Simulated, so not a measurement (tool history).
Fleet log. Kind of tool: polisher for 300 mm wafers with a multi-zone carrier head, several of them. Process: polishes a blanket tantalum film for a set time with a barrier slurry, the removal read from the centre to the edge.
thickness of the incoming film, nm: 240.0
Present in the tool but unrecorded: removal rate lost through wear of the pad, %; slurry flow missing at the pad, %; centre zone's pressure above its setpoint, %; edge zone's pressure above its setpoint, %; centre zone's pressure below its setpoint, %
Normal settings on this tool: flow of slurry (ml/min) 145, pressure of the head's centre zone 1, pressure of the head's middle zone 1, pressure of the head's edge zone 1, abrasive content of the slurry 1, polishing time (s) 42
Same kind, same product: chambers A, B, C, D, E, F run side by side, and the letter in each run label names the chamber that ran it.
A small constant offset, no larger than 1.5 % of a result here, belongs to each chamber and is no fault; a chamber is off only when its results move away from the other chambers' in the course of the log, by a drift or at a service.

| run | hour | flow of slurry (ml/min) | pressure of the head's centre zone | pressure of the head's middle zone | pressure of the head's edge zone | abrasive content of the slurry | polishing time (s) | wafers polished on this pad | hours since the slurry nozzle was cleaned | hours since the centre zone pressure was calibrated | hours since the edge zone pressure was calibrated | film removed at the wafer's centre (Å) | film removed at mid-radius (Å) | film removed at the wafer's edge (Å) |
|---|---|---|---|---|---|---|---|---|---|---|---|---|---|---|
|  | 4.9 | chamber F: worn pad replaced by a new one |
|  | 11.1 | chamber D: worn pad replaced by a new one |
| 1E | 12.4 | 145 | 1 | 1 | 1 | 1 | 42 | 818 | 111.6 | 228.4 | 243.1 | 834.27 | 812.37 | 837.59 |
|  | 15.7 | chamber C: worn pad replaced by a new one |
| 2B | 20.5 | 145 | 1 | 1 | 1 | 1 | 42 | 1298 | 145.5 | 68.4 | 247.3 | 795.31 | 814.31 | 781.11 |
|  | 24.7 | chamber B: worn pad replaced by a new one |
| 3D | 31 | 145 | 1 | 1 | 1 | 1 | 42 | 310 | 130.1 | 1006.8 | 523.9 | 823.47 | 811.65 | 828.31 |
|  | 35.5 | chamber E: worn pad replaced by a new one |
| 4C | 37.3 | 145 | 1 | 1 | 1 | 1 | 42 | 336 | 299.9 | 527.9 | 147.9 | 825.14 | 815.63 | 808.49 |
| 5F | 47 | 145 | 1 | 1 | 1 | 1 | 42 | 655 | 164.6 | 81.3 | 1256.6 | 811.05 | 816.42 | 800.82 |
| 6A | 57.2 | 145 | 0.9 | 1 | 1.04 | 1 | 42 | 1138 | 86.1 | 800.6 | 143.1 | 722.56 | 796.95 | 833.38 |
|  | 59.1 | chamber B: edge zone pressure recalibrated |
| 7F | 63.7 | 145 | 0.9 | 1 | 1.04 | 1 | 42 | 915 | 181.3 | 98 | 1273.3 | 717.22 | 826.17 | 822.48 |
|  | 65.3 | chamber A: worn pad replaced by a new one |
|  | 70.2 | chamber C: slurry nozzle cleaned |
| 8D | 72.3 | 145 | 0.9 | 1 | 1.04 | 1 | 42 | 952 | 171.4 | 1048.1 | 565.2 | 732.49 | 826.65 | 831.36 |
| 9A | 80.5 | 145 | 0.9 | 1 | 1.04 | 1 | 42 | 236 | 109.4 | 823.9 | 166.4 | 725.22 | 796.99 | 818.69 |
|  | 85.8 | chamber C: worn pad replaced by a new one |
|  | 89 | chamber D: slurry nozzle cleaned |
|  | 89.5 | chamber F: worn pad replaced by a new one |
|  | 90.9 | chamber D: worn pad replaced by a new one |
| 10C | 92.3 | 145 | 0.9 | 1 | 1.04 | 1 | 42 | 102 | 22.2 | 582.9 | 202.9 | 738.47 | 813.36 | 823.37 |
| 11B | 105.5 | 145 | 0.9 | 1 | 1.04 | 1 | 42 | 1255 | 230.5 | 153.4 | 46.4 | 717.79 | 816.73 | 815.45 |
|  | 105.6 | chamber B: worn pad replaced by a new one |
| 12E | 112.9 | 145 | 1 | 1 | 1 | 1 | 42 | 1203 | 212.1 | 328.9 | 343.6 | 807.77 | 807.21 | 838.37 |
|  | 115.6 | chamber E: worn pad replaced by a new one |
| 13E | 124.2 | 145 | 1 | 1 | 1 | 1 | 42 | 134 | 223.4 | 340.2 | 354.9 | 811.37 | 806.31 | 807.1 |
|  | 126.2 | chamber A: centre zone pressure recalibrated |
| 14D | 131.4 | 145 | 1 | 1 | 1 | 1 | 42 | 629 | 42.4 | 1107.2 | 624.3 | 832.43 | 812.23 | 830.9 |
|  | 141.8 | chamber D: centre zone pressure recalibrated |
|  | 144.6 | chamber A: worn pad replaced by a new one |
| 15C | 144.7 | 145 | 1 | 1 | 1 | 1 | 42 | 916 | 74.6 | 635.3 | 255.3 | 820.72 | 824.39 | 816.18 |
|  | 153.7 | chamber F: slurry nozzle cleaned |
| 16A | 157.9 | 145 | 1 | 1 | 1 | 1 | 34 | 207 | 186.8 | 31.8 | 243.8 | 657.15 | 653.85 | 669.69 |
|  | 163.8 | chamber C: worn pad replaced by a new one |
| 17F | 166.1 | 145 | 1 | 1 | 1 | 1 | 34 | 1191 | 12.4 | 200.4 | 1375.7 | 657.2 | 660.54 | 673.61 |
|  | 167.5 | chamber D: worn pad replaced by a new one |
|  | 171.7 | chamber F: worn pad replaced by a new one |
| 18B | 176.5 | 145 | 1 | 1 | 1 | 1 | 34 | 1101 | 301.5 | 224.4 | 117.4 | 662.3 | 665.33 | 644.92 |
| 19B | 185.9 | 145 | 1 | 1 | 1 | 1 | 34 | 1247 | 310.9 | 233.8 | 126.8 | 656.45 | 657.46 | 656.01 |
|  | 191.2 | chamber B: worn pad replaced by a new one |
|  | 193.2 | chamber E: worn pad replaced by a new one |
| 20F | 197.3 | 145 | 1 | 1 | 1 | 1 | 34 | 399 | 43.6 | 231.6 | 1406.9 | 657.64 | 653.85 | 659.75 |
| 21D | 205.9 | 145 | 1 | 1 | 1 | 1 | 34 | 597 | 116.9 | 64.2 | 698.8 | 668.44 | 663.76 | 664.87 |
| 22E | 218.2 | 145 | 1 | 1 | 1 | 1 | 42 | 388 | 317.4 | 434.2 | 448.9 | 809.51 | 815.88 | 809.15 |
|  | 226.5 | chamber F: edge zone pressure recalibrated |
| 23A | 227 | 145 | 1 | 1 | 1 | 1 | 42 | 1281 | 255.9 | 100.9 | 312.9 | 795.92 | 803.16 | 819.56 |
|  | 227.5 | chamber A: worn pad replaced by a new one |
|  | 235.2 | chamber C: worn pad replaced by a new one |
| 24C | 235.6 | 145 | 1 | 1 | 1 | 1 | 42 | 7 | 165.5 | 726.2 | 346.2 | 787.62 | 826.11 | 809.78 |
|  | 238.6 | chamber D: worn pad replaced by a new one |
|  | 240.6 | chamber F: worn pad replaced by a new one |
|  | 247 | chamber E: slurry nozzle cleaned |
| 25E | 247.1 | 145 | 1 | 1 | 1 | 1 | 42 | 837 | 0.2 | 463.1 | 477.8 | 829.24 | 809.52 | 832.5 |
| 26D | 257.6 | 145 | 1 | 1 | 1 | 1 | 42 | 296 | 168.6 | 115.9 | 750.5 | 820.81 | 825.43 | 832.85 |
|  | 262.5 | chamber E: worn pad replaced by a new one |
| 27B | 266.2 | 180 | 1 | 0.91 | 1 | 1 | 42 | 1166 | 391.2 | 314.1 | 207.1 | 835.94 | 784.67 | 817.89 |
| 28C | 272.7 | 180 | 1 | 0.91 | 1 | 1 | 42 | 584 | 202.6 | 763.3 | 383.3 | 802.41 | 783.96 | 834.24 |
| 29F | 283.6 | 180 | 1 | 0.91 | 1 | 1 | 42 | 669 | 129.9 | 317.9 | 57.2 | 829.47 | 781.44 | 828 |
|  | 290 | chamber B: worn pad replaced by a new one |
| 30A | 291.5 | 180 | 1 | 0.91 | 1 | 1 | 42 | 994 | 320.4 | 165.4 | 377.4 | 850.96 | 759.22 | 853.09 |
|  | 292.1 | chamber A: worn pad replaced by a new one |
| 31A | 305 | 180 | 1 | 0.91 | 1 | 1 | 42 | 200 | 333.9 | 178.9 | 390.9 | 855.69 | 770.6 | 840.58 |
|  | 306.9 | chamber D: worn pad replaced by a new one |
| 32D | 318.4 | 180 | 1 | 0.91 | 1 | 1 | 42 | 179 | 229.4 | 176.7 | 811.3 | 854.92 | 779.96 | 845.68 |
|  | 319 | chamber C: worn pad replaced by a new one |
|  | 323.5 | chamber F: worn pad replaced by a new one |
| 33F | 330.3 | 165 | 1 | 1 | 1 | 1 | 42 | 107 | 176.6 | 364.6 | 103.9 | 828.75 | 827.68 | 842.52 |
|  | 330.9 | chamber B: slurry nozzle cleaned |
|  | 342.8 | chamber E: worn pad replaced by a new one |
| 34C | 343.1 | 165 | 1 | 1 | 1 | 1 | 42 | 375 | 273 | 833.7 | 453.7 | 765.95 | 850.94 | 831.65 |
| 35B | 350.3 | 165 | 1 | 1 | 1 | 1 | 42 | 938 | 19.5 | 398.2 | 291.2 | 826.41 | 833.41 | 821.49 |
| 36E | 357.5 | 165 | 1 | 1 | 1 | 1 | 42 | 228 | 110.6 | 573.5 | 588.2 | 844.84 | 833 | 820.57 |
| 37E | 368.1 | 165 | 1 | 1 | 1 | 1 | 42 | 393 | 121.2 | 584.1 | 598.8 | 855.11 | 835.11 | 823.96 |

Has any chamber moved away from the others, gradually or after a service, or does the common gauge drift, or do the chambers differ only by their own small steady offsets? State the chamber and the most likely cause if one applies.

It is chamber C that slowly wanders off from its peers.
Most likely cause: centre zone's pressure below its setpoint, % = 10.3.

Chamber C could run next with any of the 4 candidate recipes listed below; each alters the usual settings, and their results appear as question marks. Which one brings its results back in line with what the other chambers deliver on the usual settings?
Maximum distance from the other chambers' mean on the usual settings for a result to count as in line: film removed at the wafer's centre (Å) 33; film removed at mid-radius (Å) 30; film removed at the wafer's edge (Å) 37
| 38C-1 | 377.9 | 155 | 1.16 | 0.96 | 0.95 | 1 | 42 |  |  |  |  | ? | ? | ? |
| 38C-2 | 377.9 | 135 | 0.85 | 1.04 | 1.05 | 1 | 42 |  |  |  |  | ? | ? | ? |
| 38C-3 | 377.9 | 150 | 1.09 | 0.98 | 0.97 | 1 | 42 |  |  |  |  | ? | ? | ? |
| 38C-4 | 377.9 | 140 | 0.91 | 1.02 | 1.03 | 1 | 42 |  |  |  |  | ? | ? | ? |

Other chambers, usual settings, mean: film removed at the wafer's centre (Å) 810.77; film removed at mid-radius (Å) 811.68; film removed at the wafer's edge (Å) 812.43
| run | film removed at the wafer's centre (Å) | film removed at mid-radius (Å) | film removed at the wafer's edge (Å) |
|---|---|---|---|
| 38C-1 | 865.6 | 792.84 | 814.53 |
| 38C-2 | 592.69 | 832.43 | 840.82 |
| 38C-3 | 802.6 | 803.48 | 819.43 |
| 38C-4 | 645.91 | 823.42 | 836.94 |
Change 38C-3 lands the chamber within the allowed miss of the other chambers.

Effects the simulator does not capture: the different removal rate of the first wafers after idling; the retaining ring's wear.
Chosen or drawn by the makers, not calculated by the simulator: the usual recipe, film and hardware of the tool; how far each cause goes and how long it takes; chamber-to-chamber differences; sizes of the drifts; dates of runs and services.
